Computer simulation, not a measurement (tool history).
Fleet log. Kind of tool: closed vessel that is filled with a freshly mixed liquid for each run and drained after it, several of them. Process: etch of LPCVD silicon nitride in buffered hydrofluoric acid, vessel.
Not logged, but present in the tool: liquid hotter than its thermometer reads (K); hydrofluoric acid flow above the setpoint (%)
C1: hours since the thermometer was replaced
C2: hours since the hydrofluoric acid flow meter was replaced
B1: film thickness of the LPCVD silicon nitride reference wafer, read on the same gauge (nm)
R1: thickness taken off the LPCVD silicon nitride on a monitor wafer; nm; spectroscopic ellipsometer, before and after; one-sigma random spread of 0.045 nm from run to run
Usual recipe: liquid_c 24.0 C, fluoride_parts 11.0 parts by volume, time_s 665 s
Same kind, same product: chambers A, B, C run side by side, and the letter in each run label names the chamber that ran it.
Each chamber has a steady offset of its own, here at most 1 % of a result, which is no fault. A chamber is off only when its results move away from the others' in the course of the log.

{"run": "1C", "day": 0.4, "liquid_c": 24.0, "fluoride_parts": 11.0, "time_s": 665, "C1": 399.3, "C2": 497.6, "B1": 99.997, "R1": 7.4238}
{"run": "2B", "day": 0.667, "liquid_c": 24.0, "fluoride_parts": 11.0, "time_s": 665, "C1": 1032.9, "C2": 712.9, "B1": 99.997, "R1": 7.5633}
{"day": 0.812, "done": "chamber A: thermometer replaced"}
{"run": "3A", "day": 0.904, "liquid_c": 24.0, "fluoride_parts": 11.0, "time_s": 665, "C1": 2.3, "C2": 103.8, "B1": 99.989, "R1": 7.4963}
{"run": "4A", "day": 1.15, "liquid_c": 24.0, "fluoride_parts": 11.0, "time_s": 665, "C1": 8.2, "C2": 109.7, "B1": 100.03, "R1": 7.46}
{"run": "5C", "day": 1.508, "liquid_c": 24.0, "fluoride_parts": 11.0, "time_s": 665, "C1": 425.9, "C2": 524.2, "B1": 99.982, "R1": 7.4351}
{"day": 1.725, "done": "chamber C: hydrofluoric acid flow meter replaced"}
{"run": "6B", "day": 1.771, "liquid_c": 24.0, "fluoride_parts": 11.0, "time_s": 665, "C1": 1059.4, "C2": 739.4, "B1": 99.985, "R1": 7.5672}
{"run": "7C", "day": 2.021, "liquid_c": 24.0, "fluoride_parts": 11.0, "time_s": 665, "C1": 438.2, "C2": 7.2, "B1": 99.981, "R1": 7.3958}
{"run": "8B", "day": 2.442, "liquid_c": 24.0, "fluoride_parts": 11.0, "time_s": 665, "C1": 1075.5, "C2": 755.5, "B1": 100.01, "R1": 7.5375}
{"run": "9A", "day": 2.767, "liquid_c": 24.0, "fluoride_parts": 11.0, "time_s": 665, "C1": 47.0, "C2": 148.5, "B1": 99.978, "R1": 7.37}
{"run": "10B", "day": 3.025, "liquid_c": 24.0, "fluoride_parts": 11.0, "time_s": 665, "C1": 1089.5, "C2": 769.5, "B1": 100.0, "R1": 7.6163}
{"run": "11C", "day": 3.433, "liquid_c": 24.0, "fluoride_parts": 11.0, "time_s": 665, "C1": 472.1, "C2": 41.1, "B1": 99.99, "R1": 7.4636}
{"run": "12A", "day": 3.771, "liquid_c": 24.0, "fluoride_parts": 11.0, "time_s": 665, "C1": 71.1, "C2": 172.6, "B1": 99.996, "R1": 7.5192}
{"run": "13C", "day": 4.15, "liquid_c": 24.0, "fluoride_parts": 11.0, "time_s": 800, "C1": 489.3, "C2": 58.3, "B1": 99.98, "R1": 9.0088}
{"run": "14B", "day": 4.408, "liquid_c": 24.0, "fluoride_parts": 11.0, "time_s": 800, "C1": 1122.7, "C2": 802.7, "B1": 100.03, "R1": 9.1817}
{"run": "15A", "day": 4.617, "liquid_c": 24.0, "fluoride_parts": 11.0, "time_s": 800, "C1": 91.4, "C2": 192.9, "B1": 99.971, "R1": 8.9018}
{"run": "16C", "day": 5.025, "liquid_c": 24.0, "fluoride_parts": 11.0, "time_s": 665, "C1": 510.3, "C2": 79.3, "B1": 100.01, "R1": 7.4729}
{"run": "17B", "day": 5.338, "liquid_c": 24.0, "fluoride_parts": 11.0, "time_s": 665, "C1": 1145.0, "C2": 825.0, "B1": 100.04, "R1": 7.7042}
{"run": "18A", "day": 5.6, "liquid_c": 24.0, "fluoride_parts": 8.5, "time_s": 665, "C1": 115.0, "C2": 216.5, "B1": 100.02, "R1": 9.1489}
{"run": "19A", "day": 5.842, "liquid_c": 24.0, "fluoride_parts": 8.5, "time_s": 665, "C1": 120.8, "C2": 222.3, "B1": 99.969, "R1": 9.1224}
{"run": "20B", "day": 6.162, "liquid_c": 24.0, "fluoride_parts": 8.5, "time_s": 665, "C1": 1164.8, "C2": 844.8, "B1": 99.961, "R1": 9.682}
{"run": "21C", "day": 6.558, "liquid_c": 24.0, "fluoride_parts": 11.0, "time_s": 665, "C1": 547.1, "C2": 116.1, "B1": 100.01, "R1": 7.5482}
{"run": "22C", "day": 6.796, "liquid_c": 24.0, "fluoride_parts": 11.0, "time_s": 665, "C1": 552.8, "C2": 121.8, "B1": 99.982, "R1": 7.506}
{"run": "23B", "day": 7.017, "liquid_c": 24.0, "fluoride_parts": 11.0, "time_s": 665, "C1": 1185.3, "C2": 865.3, "B1": 99.988, "R1": 7.8432}
{"run": "24A", "day": 7.25, "liquid_c": 24.0, "fluoride_parts": 11.0, "time_s": 665, "C1": 154.6, "C2": 256.1, "B1": 99.981, "R1": 7.3397}
{"run": "25A", "day": 7.521, "liquid_c": 24.0, "fluoride_parts": 11.0, "time_s": 665, "C1": 161.1, "C2": 262.6, "B1": 100.0, "R1": 7.4217}
{"run": "26C", "day": 7.892, "liquid_c": 24.0, "fluoride_parts": 11.0, "time_s": 665, "C1": 579.1, "C2": 148.1, "B1": 100.04, "R1": 7.5194}
{"run": "27B", "day": 8.325, "liquid_c": 24.0, "fluoride_parts": 11.0, "time_s": 665, "C1": 1216.7, "C2": 896.7, "B1": 99.995, "R1": 7.8142}
{"run": "28C", "day": 8.662, "liquid_c": 24.0, "fluoride_parts": 11.0, "time_s": 665, "C1": 597.6, "C2": 166.6, "B1": 100.02, "R1": 7.4522}
{"run": "29A", "day": 8.929, "liquid_c": 24.0, "fluoride_parts": 11.0, "time_s": 665, "C1": 194.9, "C2": 296.4, "B1": 100.0, "R1": 7.3902}
{"run": "30B", "day": 9.275, "liquid_c": 24.0, "fluoride_parts": 11.0, "time_s": 665, "C1": 1239.5, "C2": 919.5, "B1": 99.985, "R1": 7.8954}
{"run": "31B", "day": 9.579, "liquid_c": 27.5, "fluoride_parts": 11.0, "time_s": 370, "C1": 1246.8, "C2": 926.8, "B1": 99.954, "R1": 5.3043}
{"run": "32A", "day": 9.954, "liquid_c": 27.5, "fluoride_parts": 11.0, "time_s": 370, "C1": 219.5, "C2": 321.0, "B1": 100.03, "R1": 5.0423}
{"run": "33C", "day": 10.183, "liquid_c": 27.5, "fluoride_parts": 11.0, "time_s": 370, "C1": 634.1, "C2": 203.1, "B1": 99.974, "R1": 5.0428}
{"run": "34C", "day": 10.546, "liquid_c": 24.0, "fluoride_parts": 11.0, "time_s": 665, "C1": 642.8, "C2": 211.8, "B1": 100.02, "R1": 7.5271}
{"run": "35B", "day": 10.842, "liquid_c": 24.0, "fluoride_parts": 11.0, "time_s": 665, "C1": 1277.1, "C2": 957.1, "B1": 100.01, "R1": 8.0545}
{"run": "36A", "day": 11.162, "liquid_c": 24.0, "fluoride_parts": 11.0, "time_s": 665, "C1": 248.5, "C2": 350.0, "B1": 100.01, "R1": 7.4466}
{"run": "37C", "day": 11.496, "liquid_c": 24.0, "fluoride_parts": 11.0, "time_s": 665, "C1": 665.6, "C2": 234.6, "B1": 99.995, "R1": 7.4928}
{"run": "38A", "day": 11.908, "liquid_c": 27.0, "fluoride_parts": 11.0, "time_s": 540, "C1": 266.4, "C2": 367.9, "B1": 100.0, "R1": 7.0896}
{"run": "39B", "day": 12.175, "liquid_c": 27.0, "fluoride_parts": 11.0, "time_s": 540, "C1": 1309.1, "C2": 989.1, "B1": 100.01, "R1": 7.7395}
{"run": "40A", "day": 12.379, "liquid_c": 27.0, "fluoride_parts": 11.0, "time_s": 540, "C1": 277.7, "C2": 379.2, "B1": 100.02, "R1": 6.9979}
{"run": "41C", "day": 12.725, "liquid_c": 24.0, "fluoride_parts": 11.0, "time_s": 665, "C1": 695.1, "C2": 264.1, "B1": 99.995, "R1": 7.4396}

Is one chamber out of step, is the gauge drifting, or do the chambers differ by no more than their own small offsets? For an off chamber, give its letter and the likeliest cause.

One chamber, B, drifts off from the rest bit by bit.
Most likely cause: hydrofluoric acid flow above the setpoint (%) = 7.56.
The log may not separate it from: liquid hotter than its thermometer reads (K).

Here are 4 candidates for chamber B's next run, each the usual settings with a change, their results left as question marks. Which one brings its results back in line with what the others give on the usual settings?
Maximum distance from the other chambers' mean on the usual settings for a result to count as in line: R1 0.1600 nm
{"run": "42B-1", "day": 13.038, "liquid_c": 25.5, "fluoride_parts": 11.0, "time_s": 665, "R1": "?"}
{"run": "42B-2", "day": 13.038, "liquid_c": 24.5, "fluoride_parts": 10.5, "time_s": 720, "R1": "?"}
{"run": "42B-3", "day": 13.038, "liquid_c": 23.5, "fluoride_parts": 11.0, "time_s": 595, "R1": "?"}
{"run": "42B-4", "day": 13.038, "liquid_c": 22.5, "fluoride_parts": 11.0, "time_s": 665, "R1": "?"}

Usual-settings mean across the other chambers: R1 7.4611 nm
run=42B-1 R1=8.8126
run=42B-2 R1=9.3736
run=42B-3 R1=7.0654
run=42B-4 R1=7.4667
42B-4 is the one that brings the chamber's results back in line with the other chambers.
